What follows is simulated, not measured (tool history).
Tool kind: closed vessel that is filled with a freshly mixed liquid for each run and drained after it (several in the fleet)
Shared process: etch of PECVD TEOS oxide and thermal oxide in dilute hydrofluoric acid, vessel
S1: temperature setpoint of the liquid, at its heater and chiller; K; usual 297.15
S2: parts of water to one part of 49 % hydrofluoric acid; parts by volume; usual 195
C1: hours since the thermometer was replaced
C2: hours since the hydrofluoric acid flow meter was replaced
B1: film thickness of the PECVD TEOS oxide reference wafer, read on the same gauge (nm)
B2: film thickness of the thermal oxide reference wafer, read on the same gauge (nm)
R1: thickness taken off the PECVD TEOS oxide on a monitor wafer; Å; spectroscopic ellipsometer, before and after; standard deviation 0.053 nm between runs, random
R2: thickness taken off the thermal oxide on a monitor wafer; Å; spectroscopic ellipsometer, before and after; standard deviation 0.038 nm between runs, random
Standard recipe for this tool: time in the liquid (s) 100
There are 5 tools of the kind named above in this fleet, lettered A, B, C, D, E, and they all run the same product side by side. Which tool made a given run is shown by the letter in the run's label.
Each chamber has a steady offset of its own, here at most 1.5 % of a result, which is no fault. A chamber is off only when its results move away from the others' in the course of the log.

Run 1A, hour 4.7: usual settings; C1 661.2; C2 634.3; B1 79.997; B2 50.004. Result: R1 81.826 Å, R2 20.962 Å.
Run 2C, hour 9.4: usual settings; C1 1203.0; C2 231.3; B1 79.993; B2 49.998. Result: R1 83.352 Å, R2 21.518 Å.
Run 3B, hour 11.7: usual settings; C1 1020.4; C2 1041.7; B1 80.000; B2 50.019. Result: R1 83.526 Å, R2 20.758 Å.
Run 4D, hour 15.8: usual settings; C1 319.1; C2 571.5; B1 80.001; B2 50.009. Result: R1 83.049 Å, R2 19.917 Å.
Run 5E, hour 18.8: usual settings; C1 1128.1; C2 592.1; B1 79.983; B2 49.998. Result: R1 83.336 Å, R2 21.406 Å.
Run 6E, hour 21.5: usual settings but time in the liquid (s) 50; C1 1130.8; C2 594.8; B1 79.998; B2 50.026. Result: R1 42.129 Å, R2 10.518 Å.
Run 7A, hour 25.5: usual settings but time in the liquid (s) 50; C1 682.0; C2 655.1; B1 80.010; B2 49.974. Result: R1 41.276 Å, R2 10.204 Å.
Run 8C, hour 28.9: usual settings but time in the liquid (s) 50; C1 1222.5; C2 250.8; B1 79.991; B2 50.007. Result: R1 42.201 Å, R2 10.566 Å.
Run 9B, hour 33.3: usual settings but time in the liquid (s) 50; C1 1042.0; C2 1063.3; B1 80.002; B2 49.996. Result: R1 41.752 Å, R2 10.459 Å.
Run 10D, hour 38.0: usual settings but time in the liquid (s) 50; C1 341.3; C2 593.7; B1 80.009; B2 50.005. Result: R1 42.024 Å, R2 10.349 Å.
Run 11A, hour 40.9: usual settings; C1 697.4; C2 670.5; B1 80.010; B2 50.020. Result: R1 82.779 Å, R2 21.051 Å.
Run 12E, hour 44.5: usual settings but S1 293.65 K; C1 1153.8; C2 617.8; B1 79.993; B2 50.002. Result: R1 73.955 Å, R2 18.179 Å.
Run 13B, hour 46.8: usual settings but S1 293.65 K; C1 1055.5; C2 1076.8; B1 79.993; B2 49.976. Result: R1 73.141 Å, R2 18.377 Å.
Run 14D, hour 50.7: usual settings but S1 293.65 K; C1 354.0; C2 606.4; B1 79.998; B2 49.994. Result: R1 71.996 Å, R2 18.225 Å.
Run 15C, hour 53.5: usual settings but S1 293.65 K; C1 1247.1; C2 275.4; B1 80.006; B2 49.992. Result: R1 73.502 Å, R2 18.177 Å.
Run 16C, hour 57.6: usual settings but S1 293.65 K; C1 1251.2; C2 279.5; B1 79.998; B2 49.977. Result: R1 73.284 Å, R2 18.055 Å.
Run 17E, hour 61.3: usual settings; C1 1170.6; C2 634.6; B1 79.993; B2 50.054. Result: R1 84.046 Å, R2 21.112 Å.
Run 18D, hour 65.2: usual settings; C1 368.5; C2 620.9; B1 80.003; B2 50.028. Result: R1 82.431 Å, R2 21.073 Å.
Run 19A, hour 68.0: usual settings; C1 724.5; C2 697.6; B1 79.997; B2 49.999. Result: R1 83.169 Å, R2 20.390 Å.
At hour 70.7: chamber C: thermometer replaced.
Run 20B, hour 72.4: usual settings; C1 1081.1; C2 1102.4; B1 79.985; B2 49.976. Result: R1 83.762 Å, R2 21.523 Å.
Run 21E, hour 76.0: usual settings; C1 1185.3; C2 649.3; B1 80.005; B2 49.988. Result: R1 84.947 Å, R2 21.468 Å.
Run 22C, hour 79.4: usual settings but S2 105 parts by volume; C1 8.8; C2 301.3; B1 80.009; B2 49.995. Result: R1 170.110 Å, R2 42.572 Å.
Run 23B, hour 81.8: usual settings but S2 105 parts by volume; C1 1090.5; C2 1111.8; B1 80.004; B2 49.996. Result: R1 168.630 Å, R2 43.153 Å.
Run 24D, hour 85.8: usual settings but S2 105 parts by volume; C1 389.1; C2 641.5; B1 79.992; B2 50.033. Result: R1 174.950 Å, R2 43.676 Å.
Run 25A, hour 89.0: usual settings but S2 105 parts by volume; C1 745.5; C2 718.6; B1 80.022; B2 50.007. Result: R1 170.600 Å, R2 43.849 Å.
Run 26E, hour 91.3: usual settings but S2 105 parts by volume; C1 1200.6; C2 664.6; B1 79.997; B2 50.015. Result: R1 174.390 Å, R2 45.042 Å.
Run 27C, hour 93.7: usual settings; C1 23.1; C2 315.6; B1 80.009; B2 50.001. Result: R1 83.897 Å, R2 20.641 Å.
Run 28D, hour 96.3: usual settings; C1 399.6; C2 652.0; B1 80.013; B2 50.013. Result: R1 82.755 Å, R2 20.830 Å.
Run 29B, hour 99.4: usual settings but S1 295.15 K; C1 1108.1; C2 1129.4; B1 79.998; B2 49.977. Result: R1 76.897 Å, R2 18.706 Å.
Run 30A, hour 101.7: usual settings but S1 295.15 K; C1 758.2; C2 731.3; B1 80.010; B2 50.020. Result: R1 76.698 Å, R2 19.728 Å.
Run 31D, hour 105.6: usual settings but S1 295.15 K; C1 408.9; C2 661.3; B1 80.001; B2 50.031. Result: R1 76.703 Å, R2 19.521 Å.
Run 32B, hour 109.8: usual settings but S1 295.15 K; C1 1118.5; C2 1139.8; B1 80.014; B2 50.006. Result: R1 77.362 Å, R2 19.680 Å.
Run 33E, hour 112.0: usual settings but S1 295.15 K; C1 1221.3; C2 685.3; B1 80.008; B2 49.971. Result: R1 77.280 Å, R2 19.236 Å.
Run 34A, hour 116.3: usual settings; C1 772.8; C2 745.9; B1 79.978; B2 49.978. Result: R1 82.386 Å, R2 21.352 Å.
Run 35C, hour 118.5: usual settings; C1 47.9; C2 340.4; B1 80.000; B2 50.012. Result: R1 83.909 Å, R2 21.183 Å.
Run 36A, hour 122.6: usual settings; C1 779.1; C2 752.2; B1 80.000; B2 49.992. Result: R1 82.826 Å, R2 20.956 Å.

Each of the 5 chambers runs these same settings next. Fill in every chamber's results:
Run 37A, hour 126.1: usual settings but S2 160 parts by volume. Result: R1 ?, R2 ?.
Run 37B, hour 126.1: usual settings but S2 160 parts by volume. Result: R1 ?, R2 ?.
Run 37C, hour 126.1: usual settings but S2 160 parts by volume. Result: R1 ?, R2 ?.
Run 37D, hour 126.1: usual settings but S2 160 parts by volume. Result: R1 ?, R2 ?.
Run 37E, hour 126.1: usual settings but S2 160 parts by volume. Result: R1 ?, R2 ?.

run       R1      R2
37A  106.610  26.075
37B  106.070  26.501
37C  104.790  26.391
37D  105.890  27.216
37E  107.330  26.756
